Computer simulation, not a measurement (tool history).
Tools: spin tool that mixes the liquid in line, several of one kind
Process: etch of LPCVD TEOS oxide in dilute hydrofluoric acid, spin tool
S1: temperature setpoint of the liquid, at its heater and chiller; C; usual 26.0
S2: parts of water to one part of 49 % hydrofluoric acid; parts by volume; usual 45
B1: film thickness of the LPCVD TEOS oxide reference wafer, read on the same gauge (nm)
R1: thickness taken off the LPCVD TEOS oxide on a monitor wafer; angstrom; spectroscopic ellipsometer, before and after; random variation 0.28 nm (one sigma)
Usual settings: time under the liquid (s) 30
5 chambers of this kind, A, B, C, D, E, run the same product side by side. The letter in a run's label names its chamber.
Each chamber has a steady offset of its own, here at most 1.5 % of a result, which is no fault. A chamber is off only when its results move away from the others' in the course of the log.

{"run": "1C", "day": 0.1, "S1": 26.0, "S2": 45, "time under the liquid (s)": 30, "B1": 70.036, "R1": 335.77}
{"run": "2D", "day": 0.279, "S1": 26.0, "S2": 45, "time under the liquid (s)": 30, "B1": 69.985, "R1": 332.04}
{"run": "3A", "day": 0.429, "S1": 26.0, "S2": 45, "time under the liquid (s)": 30, "B1": 70.03, "R1": 331.63}
{"day": 0.521, "done": "chamber A: hydrofluoric acid flow meter replaced"}
{"run": "4E", "day": 0.575, "S1": 26.0, "S2": 45, "time under the liquid (s)": 30, "B1": 70.018, "R1": 325.84}
{"day": 0.596, "done": "chamber B: hydrofluoric acid flow meter replaced"}
{"run": "5B", "day": 0.696, "S1": 26.0, "S2": 45, "time under the liquid (s)": 30, "B1": 70.033, "R1": 339.42}
{"run": "6D", "day": 0.825, "S1": 26.0, "S2": 45, "time under the liquid (s)": 30, "B1": 70.034, "R1": 331.55}
{"run": "7E", "day": 0.946, "S1": 26.0, "S2": 45, "time under the liquid (s)": 30, "B1": 70.011, "R1": 328.51}
{"run": "8C", "day": 1.112, "S1": 26.0, "S2": 45, "time under the liquid (s)": 30, "B1": 70.016, "R1": 330.93}
{"run": "9A", "day": 1.204, "S1": 26.0, "S2": 45, "time under the liquid (s)": 30, "B1": 70.01, "R1": 332.29}
{"run": "10B", "day": 1.371, "S1": 26.0, "S2": 45, "time under the liquid (s)": 30, "B1": 69.992, "R1": 331.53}
{"run": "11B", "day": 1.458, "S1": 26.0, "S2": 45, "time under the liquid (s)": 30, "B1": 70.015, "R1": 333.56}
{"run": "12D", "day": 1.604, "S1": 26.0, "S2": 45, "time under the liquid (s)": 30, "B1": 69.992, "R1": 336.08}
{"run": "13A", "day": 1.717, "S1": 26.0, "S2": 45, "time under the liquid (s)": 30, "B1": 70.017, "R1": 332.77}
{"run": "14C", "day": 1.867, "S1": 26.0, "S2": 55, "time under the liquid (s)": 30, "B1": 70.01, "R1": 271.51}
{"run": "15E", "day": 2.004, "S1": 26.0, "S2": 55, "time under the liquid (s)": 30, "B1": 69.979, "R1": 258.31}
{"run": "16A", "day": 2.167, "S1": 26.0, "S2": 55, "time under the liquid (s)": 30, "B1": 70.039, "R1": 269.4}
{"run": "17C", "day": 2.3, "S1": 26.0, "S2": 55, "time under the liquid (s)": 30, "B1": 69.936, "R1": 268.03}
{"run": "18B", "day": 2.4, "S1": 26.0, "S2": 55, "time under the liquid (s)": 30, "B1": 69.996, "R1": 269.8}
{"run": "19D", "day": 2.554, "S1": 26.0, "S2": 45, "time under the liquid (s)": 30, "B1": 70.045, "R1": 337.0}
{"run": "20E", "day": 2.717, "S1": 26.0, "S2": 45, "time under the liquid (s)": 30, "B1": 70.013, "R1": 319.73}
{"run": "21A", "day": 2.858, "S1": 26.0, "S2": 45, "time under the liquid (s)": 30, "B1": 70.003, "R1": 331.74}
{"run": "22D", "day": 3.004, "S1": 27.5, "S2": 30, "time under the liquid (s)": 30, "B1": 69.994, "R1": 548.08}
{"run": "23C", "day": 3.158, "S1": 27.5, "S2": 30, "time under the liquid (s)": 30, "B1": 69.985, "R1": 549.95}
{"run": "24B", "day": 3.254, "S1": 27.5, "S2": 30, "time under the liquid (s)": 30, "B1": 69.985, "R1": 550.08}
{"run": "25E", "day": 3.404, "S1": 27.5, "S2": 30, "time under the liquid (s)": 30, "B1": 69.98, "R1": 512.37}
{"run": "26E", "day": 3.583, "S1": 27.5, "S2": 30, "time under the liquid (s)": 30, "B1": 69.991, "R1": 514.56}
{"run": "27C", "day": 3.746, "S1": 26.0, "S2": 45, "time under the liquid (s)": 30, "B1": 70.019, "R1": 331.98}
{"run": "28A", "day": 3.854, "S1": 26.0, "S2": 45, "time under the liquid (s)": 30, "B1": 70.029, "R1": 336.28}
{"run": "29D", "day": 4.012, "S1": 26.0, "S2": 45, "time under the liquid (s)": 30, "B1": 69.988, "R1": 335.44}
{"run": "30B", "day": 4.133, "S1": 26.0, "S2": 45, "time under the liquid (s)": 30, "B1": 70.022, "R1": 330.77}
{"run": "31D", "day": 4.275, "S1": 26.0, "S2": 45, "time under the liquid (s)": 30, "B1": 69.955, "R1": 331.71}
{"run": "32A", "day": 4.421, "S1": 26.0, "S2": 55, "time under the liquid (s)": 30, "B1": 69.971, "R1": 268.87}
{"run": "33C", "day": 4.588, "S1": 26.0, "S2": 55, "time under the liquid (s)": 30, "B1": 69.986, "R1": 268.5}
{"run": "34E", "day": 4.671, "S1": 26.0, "S2": 55, "time under the liquid (s)": 30, "B1": 70.015, "R1": 248.18}
{"run": "35B", "day": 4.833, "S1": 26.0, "S2": 55, "time under the liquid (s)": 30, "B1": 70.012, "R1": 270.76}
{"run": "36E", "day": 4.925, "S1": 26.0, "S2": 55, "time under the liquid (s)": 30, "B1": 70.008, "R1": 247.99}
{"run": "37B", "day": 5.096, "S1": 26.0, "S2": 45, "time under the liquid (s)": 30, "B1": 69.99, "R1": 334.53}
{"run": "38C", "day": 5.183, "S1": 26.0, "S2": 45, "time under the liquid (s)": 30, "B1": 69.998, "R1": 331.83}
{"run": "39D", "day": 5.283, "S1": 26.0, "S2": 45, "time under the liquid (s)": 30, "B1": 69.976, "R1": 327.75}
{"run": "40A", "day": 5.454, "S1": 26.0, "S2": 45, "time under the liquid (s)": 30, "B1": 70.03, "R1": 332.12}
{"run": "41B", "day": 5.6, "S1": 26.0, "S2": 45, "time under the liquid (s)": 30, "B1": 70.004, "R1": 333.27}

Next, every chamber runs the same settings. What will each give?
{"run": "42A", "day": 5.729, "S1": 26.0, "S2": 45, "time under the liquid (s)": 30, "R1": "?"}
{"run": "42B", "day": 5.729, "S1": 26.0, "S2": 45, "time under the liquid (s)": 30, "R1": "?"}
{"run": "42C", "day": 5.729, "S1": 26.0, "S2": 45, "time under the liquid (s)": 30, "R1": "?"}
{"run": "42D", "day": 5.729, "S1": 26.0, "S2": 45, "time under the liquid (s)": 30, "R1": "?"}
{"run": "42E", "day": 5.729, "S1": 26.0, "S2": 45, "time under the liquid (s)": 30, "R1": "?"}

run=42A R1=329.42
run=42B R1=331.51
run=42C R1=336.16
run=42D R1=334.56
run=42E R1=304.37
